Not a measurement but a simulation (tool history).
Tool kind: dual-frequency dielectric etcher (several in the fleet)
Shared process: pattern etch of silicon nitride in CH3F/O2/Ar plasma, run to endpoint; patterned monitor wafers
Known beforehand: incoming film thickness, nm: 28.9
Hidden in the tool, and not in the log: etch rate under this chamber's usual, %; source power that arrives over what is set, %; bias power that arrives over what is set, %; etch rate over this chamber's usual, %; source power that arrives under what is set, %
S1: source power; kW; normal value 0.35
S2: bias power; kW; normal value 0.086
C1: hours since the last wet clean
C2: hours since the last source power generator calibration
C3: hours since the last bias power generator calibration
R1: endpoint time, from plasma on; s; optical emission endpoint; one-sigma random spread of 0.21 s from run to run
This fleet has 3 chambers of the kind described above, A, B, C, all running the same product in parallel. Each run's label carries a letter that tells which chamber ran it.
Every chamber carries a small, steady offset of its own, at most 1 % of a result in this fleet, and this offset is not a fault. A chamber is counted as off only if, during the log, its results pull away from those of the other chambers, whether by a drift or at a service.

run	hour	S1	S2	C1	C2	C3	R1
1A	13.8	0.35	0.086	113.4	3378.9	1302.1	41.153
2C	23.1	0.35	0.086	303.8	1447.2	4886	41.222
# hour 27.9: chamber B: wet clean of the chamber
3B	37.9	0.35	0.086	10.1	2720.4	3361.7	41.221
4B	47.4	0.35	0.086	19.6	2729.9	3371.2	41.389
5C	59	0.35	0.086	339.7	1483.1	4921.9	41.393
6A	67.3	0.35	0.086	166.9	3432.4	1355.6	41.671
7A	74.7	0.35	0.086	174.3	3439.8	1363	41.527
8B	87.4	0.4	0.067	59.6	2769.9	3411.2	42.395
9C	94.3	0.4	0.067	375	1518.4	4957.2	42.778
10A	104.6	0.4	0.067	204.2	3469.7	1392.9	43.369
# hour 106.4: chamber B: source power generator calibrated
11C	112.7	0.35	0.086	393.4	1536.8	4975.6	41.273
12B	124.4	0.35	0.086	96.6	18.1	3448.2	41.352
# hour 126.7: chamber C: wet clean of the chamber
13C	135.9	0.35	0.086	9.2	1560	4998.8	41.412
14A	146	0.35	0.086	245.6	3511.1	1434.3	42.06
15B	152.9	0.35	0.086	125.1	46.6	3476.7	41.267
16C	165.4	0.35	0.086	38.7	1589.5	5028.3	41.708
17B	180	0.35	0.086	152.2	73.7	3503.8	41.133
18A	191.2	0.35	0.065	290.8	3556.3	1479.5	46.445
19B	197.9	0.35	0.065	170.1	91.6	3521.7	45.032
20A	212.8	0.35	0.065	312.4	3577.9	1501.1	46.993
# hour 213.8: chamber B: bias power generator calibrated
21C	226.8	0.35	0.086	100.1	1650.9	5089.7	40.853
22C	237.9	0.35	0.086	111.2	1662	5100.8	41.207
23A	248	0.35	0.086	347.6	3613.1	1536.3	42.754
24B	258	0.35	0.086	230.2	151.7	44.2	41.176
25C	268.3	0.35	0.086	141.6	1692.4	5131.2	41.65
26B	282.5	0.27	0.1	254.7	176.2	68.7	42.692
27A	295.9	0.27	0.1	395.5	3661	1584.2	44.031
28A	308.6	0.27	0.1	408.2	3673.7	1596.9	44.647
29B	322.2	0.35	0.086	294.4	215.9	108.4	41.136
30C	336.7	0.35	0.086	210	1760.8	5199.6	41.509
# hour 339: chamber A: source power generator calibrated
# hour 339.1: chamber B: wet clean of the chamber
31B	347.2	0.35	0.086	8.2	240.9	133.4	41.293
32C	355.2	0.35	0.086	228.5	1779.3	5218.1	41.204
33A	364.6	0.35	0.086	464.2	25.7	1652.9	43.295
34B	371.8	0.35	0.086	32.8	265.5	158	41.434
35A	382	0.35	0.086	481.6	43.1	1670.3	43.17

What goes on in this fleet: one chamber off, a drifting gauge, or nothing beyond the chambers' own small offsets? Name the chamber and the cause, if any.

One chamber, A, drifts off from the rest bit by bit.
Cause: etch rate under this chamber's usual, % = 4.36.

Chamber A could run next with any of the 4 candidate recipes listed below; each alters the usual settings, and their results appear as question marks. Which one brings its results back in line with what the other chambers deliver on the usual settings?
In line here means within this much of the mean the other chambers give on the usual settings: R1 0.73 s
36A-1	392.7	0.37	0.092				?
36A-2	392.7	0.36	0.088				?
36A-3	392.7	0.35	0.082				?
36A-4	392.7	0.3	0.086				?

On the usual settings, the other chambers give on average: R1 41.288 s
run	R1
36A-1	41.342
36A-2	42.449
36A-3	44.01
36A-4	45.785
The right change is 36A-1: it brings the chamber back within the allowed miss of the others.
